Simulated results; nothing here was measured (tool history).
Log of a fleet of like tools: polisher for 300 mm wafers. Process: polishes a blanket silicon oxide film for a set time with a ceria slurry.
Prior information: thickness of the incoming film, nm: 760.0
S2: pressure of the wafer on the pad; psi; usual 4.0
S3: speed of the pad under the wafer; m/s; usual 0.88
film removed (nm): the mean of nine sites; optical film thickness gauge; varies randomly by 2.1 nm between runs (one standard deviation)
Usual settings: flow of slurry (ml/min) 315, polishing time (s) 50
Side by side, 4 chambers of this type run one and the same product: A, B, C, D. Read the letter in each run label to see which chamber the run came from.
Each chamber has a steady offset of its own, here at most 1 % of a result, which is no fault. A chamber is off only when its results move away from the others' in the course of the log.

{"day": 0.304, "done": "chamber A: worn pad replaced by a new one"}
{"day": 0.367, "done": "chamber D: worn pad replaced by a new one"}
{"run": "1C", "day": 0.404, "flow of slurry (ml/min)": 315, "S2": 4.0, "S3": 0.88, "polishing time (s)": 50, "film removed (nm)": 210.66}
{"day": 0.421, "done": "chamber B: worn pad replaced by a new one"}
{"run": "2B", "day": 0.85, "flow of slurry (ml/min)": 315, "S2": 4.0, "S3": 0.88, "polishing time (s)": 50, "film removed (nm)": 210.68}
{"run": "3A", "day": 1.296, "flow of slurry (ml/min)": 315, "S2": 4.0, "S3": 0.88, "polishing time (s)": 50, "film removed (nm)": 209.19}
{"run": "4D", "day": 1.821, "flow of slurry (ml/min)": 315, "S2": 4.0, "S3": 0.88, "polishing time (s)": 50, "film removed (nm)": 206.33}
{"run": "5B", "day": 2.229, "flow of slurry (ml/min)": 315, "S2": 4.0, "S3": 0.88, "polishing time (s)": 61, "film removed (nm)": 258.38}
{"run": "6C", "day": 2.612, "flow of slurry (ml/min)": 315, "S2": 4.0, "S3": 0.88, "polishing time (s)": 61, "film removed (nm)": 257.91}
{"run": "7D", "day": 3.104, "flow of slurry (ml/min)": 315, "S2": 4.0, "S3": 0.88, "polishing time (s)": 61, "film removed (nm)": 253.21}
{"run": "8A", "day": 3.521, "flow of slurry (ml/min)": 315, "S2": 4.0, "S3": 0.88, "polishing time (s)": 61, "film removed (nm)": 254.42}
{"day": 3.833, "done": "chamber A: worn pad replaced by a new one"}
{"run": "9C", "day": 3.883, "flow of slurry (ml/min)": 315, "S2": 4.0, "S3": 0.88, "polishing time (s)": 50, "film removed (nm)": 212.23}
{"day": 3.921, "done": "chamber B: worn pad replaced by a new one"}
{"day": 4.021, "done": "chamber C: worn pad replaced by a new one"}
{"run": "10B", "day": 4.275, "flow of slurry (ml/min)": 315, "S2": 4.0, "S3": 0.88, "polishing time (s)": 50, "film removed (nm)": 207.69}
{"day": 4.446, "done": "chamber D: worn pad replaced by a new one"}
{"run": "11D", "day": 4.883, "flow of slurry (ml/min)": 315, "S2": 4.0, "S3": 0.88, "polishing time (s)": 50, "film removed (nm)": 205.15}
{"day": 5.296, "done": "chamber B: slurry nozzle cleaned"}
{"run": "12A", "day": 5.388, "flow of slurry (ml/min)": 315, "S2": 4.0, "S3": 0.88, "polishing time (s)": 50, "film removed (nm)": 210.51}
{"run": "13A", "day": 5.8, "flow of slurry (ml/min)": 315, "S2": 4.0, "S3": 0.88, "polishing time (s)": 50, "film removed (nm)": 208.51}
{"day": 5.817, "done": "chamber D: slurry nozzle cleaned"}
{"run": "14C", "day": 6.125, "flow of slurry (ml/min)": 315, "S2": 4.0, "S3": 0.88, "polishing time (s)": 50, "film removed (nm)": 210.48}
{"run": "15B", "day": 6.4, "flow of slurry (ml/min)": 315, "S2": 4.0, "S3": 0.88, "polishing time (s)": 50, "film removed (nm)": 208.92}
{"run": "16D", "day": 7.012, "flow of slurry (ml/min)": 315, "S2": 4.6, "S3": 0.88, "polishing time (s)": 50, "film removed (nm)": 239.32}
{"day": 7.412, "done": "chamber B: worn pad replaced by a new one"}
{"run": "17A", "day": 7.508, "flow of slurry (ml/min)": 315, "S2": 4.6, "S3": 0.88, "polishing time (s)": 50, "film removed (nm)": 236.76}
{"day": 7.667, "done": "chamber C: worn pad replaced by a new one"}
{"day": 7.671, "done": "chamber A: slurry nozzle cleaned"}
{"day": 7.758, "done": "chamber A: worn pad replaced by a new one"}
{"run": "18D", "day": 7.858, "flow of slurry (ml/min)": 315, "S2": 4.6, "S3": 0.88, "polishing time (s)": 50, "film removed (nm)": 238.32}
{"day": 7.879, "done": "chamber D: worn pad replaced by a new one"}
{"run": "19C", "day": 8.179, "flow of slurry (ml/min)": 315, "S2": 4.6, "S3": 0.88, "polishing time (s)": 50, "film removed (nm)": 246.02}
{"run": "20B", "day": 8.721, "flow of slurry (ml/min)": 315, "S2": 4.0, "S3": 0.88, "polishing time (s)": 50, "film removed (nm)": 208.9}
{"run": "21B", "day": 9.092, "flow of slurry (ml/min)": 315, "S2": 4.0, "S3": 0.74, "polishing time (s)": 50, "film removed (nm)": 176.71}
{"run": "22D", "day": 9.65, "flow of slurry (ml/min)": 315, "S2": 4.0, "S3": 0.74, "polishing time (s)": 50, "film removed (nm)": 172.26}
{"run": "23C", "day": 9.946, "flow of slurry (ml/min)": 315, "S2": 4.0, "S3": 0.74, "polishing time (s)": 50, "film removed (nm)": 179.46}
{"run": "24A", "day": 10.3, "flow of slurry (ml/min)": 315, "S2": 4.0, "S3": 0.74, "polishing time (s)": 50, "film removed (nm)": 174.8}
{"day": 10.662, "done": "chamber B: worn pad replaced by a new one"}
{"run": "25B", "day": 10.929, "flow of slurry (ml/min)": 315, "S2": 4.0, "S3": 0.88, "polishing time (s)": 50, "film removed (nm)": 210.23}
{"run": "26D", "day": 11.217, "flow of slurry (ml/min)": 255, "S2": 4.0, "S3": 0.66, "polishing time (s)": 50, "film removed (nm)": 150.23}
{"day": 11.321, "done": "chamber C: worn pad replaced by a new one"}
{"run": "27A", "day": 11.521, "flow of slurry (ml/min)": 255, "S2": 4.0, "S3": 0.66, "polishing time (s)": 50, "film removed (nm)": 154.77}
{"day": 11.554, "done": "chamber A: worn pad replaced by a new one"}
{"day": 11.708, "done": "chamber A: head pressure recalibrated"}
{"day": 11.8, "done": "chamber D: worn pad replaced by a new one"}
{"run": "28C", "day": 11.85, "flow of slurry (ml/min)": 255, "S2": 4.0, "S3": 0.66, "polishing time (s)": 50, "film removed (nm)": 155.18}
{"run": "29A", "day": 12.383, "flow of slurry (ml/min)": 255, "S2": 4.0, "S3": 0.66, "polishing time (s)": 50, "film removed (nm)": 172.64}
{"run": "30B", "day": 12.775, "flow of slurry (ml/min)": 315, "S2": 4.0, "S3": 0.88, "polishing time (s)": 50, "film removed (nm)": 203.17}
{"run": "31C", "day": 13.304, "flow of slurry (ml/min)": 315, "S2": 4.0, "S3": 0.88, "polishing time (s)": 50, "film removed (nm)": 205.89}
{"run": "32D", "day": 13.783, "flow of slurry (ml/min)": 315, "S2": 4.0, "S3": 0.88, "polishing time (s)": 50, "film removed (nm)": 200.93}
{"day": 14.038, "done": "chamber B: worn pad replaced by a new one"}
{"run": "33D", "day": 14.15, "flow of slurry (ml/min)": 315, "S2": 4.0, "S3": 0.88, "polishing time (s)": 50, "film removed (nm)": 205.62}
{"day": 14.446, "done": "chamber C: worn pad replaced by a new one"}
{"day": 14.725, "done": "chamber A: worn pad replaced by a new one"}
{"run": "34B", "day": 14.783, "flow of slurry (ml/min)": 315, "S2": 4.0, "S3": 0.88, "polishing time (s)": 50, "film removed (nm)": 207.35}
{"run": "35A", "day": 15.288, "flow of slurry (ml/min)": 315, "S2": 4.0, "S3": 0.88, "polishing time (s)": 50, "film removed (nm)": 235.06}
{"day": 15.625, "done": "chamber D: worn pad replaced by a new one"}
{"run": "36C", "day": 15.654, "flow of slurry (ml/min)": 315, "S2": 4.0, "S3": 0.88, "polishing time (s)": 50, "film removed (nm)": 209.78}
{"run": "37C", "day": 16.162, "flow of slurry (ml/min)": 315, "S2": 4.0, "S3": 0.88, "polishing time (s)": 50, "film removed (nm)": 210.61}
{"run": "38A", "day": 16.55, "flow of slurry (ml/min)": 315, "S2": 4.0, "S3": 0.88, "polishing time (s)": 50, "film removed (nm)": 232.29}
{"run": "39B", "day": 17.121, "flow of slurry (ml/min)": 315, "S2": 4.0, "S3": 1.04, "polishing time (s)": 35, "film removed (nm)": 172.07}
{"day": 17.346, "done": "chamber D: slurry nozzle cleaned"}
{"run": "40D", "day": 17.625, "flow of slurry (ml/min)": 315, "S2": 4.0, "S3": 1.04, "polishing time (s)": 35, "film removed (nm)": 170.6}
{"run": "41C", "day": 18.125, "flow of slurry (ml/min)": 315, "S2": 4.0, "S3": 1.04, "polishing time (s)": 35, "film removed (nm)": 173.57}

All chambers now run identical settings, listed one chamber a line with results as question marks. What results will each chamber show?
{"run": "42A", "day": 18.579, "flow of slurry (ml/min)": 315, "S2": 4.0, "S3": 1.02, "polishing time (s)": 50, "film removed (nm)": "?"}
{"run": "42B", "day": 18.579, "flow of slurry (ml/min)": 315, "S2": 4.0, "S3": 1.02, "polishing time (s)": 50, "film removed (nm)": "?"}
{"run": "42C", "day": 18.579, "flow of slurry (ml/min)": 315, "S2": 4.0, "S3": 1.02, "polishing time (s)": 50, "film removed (nm)": "?"}
{"run": "42D", "day": 18.579, "flow of slurry (ml/min)": 315, "S2": 4.0, "S3": 1.02, "polishing time (s)": 50, "film removed (nm)": "?"}

run=42A film_removed_(nm)=273.81
run=42B film_removed_(nm)=246.04
run=42C film_removed_(nm)=240.54
run=42D film_removed_(nm)=237.17
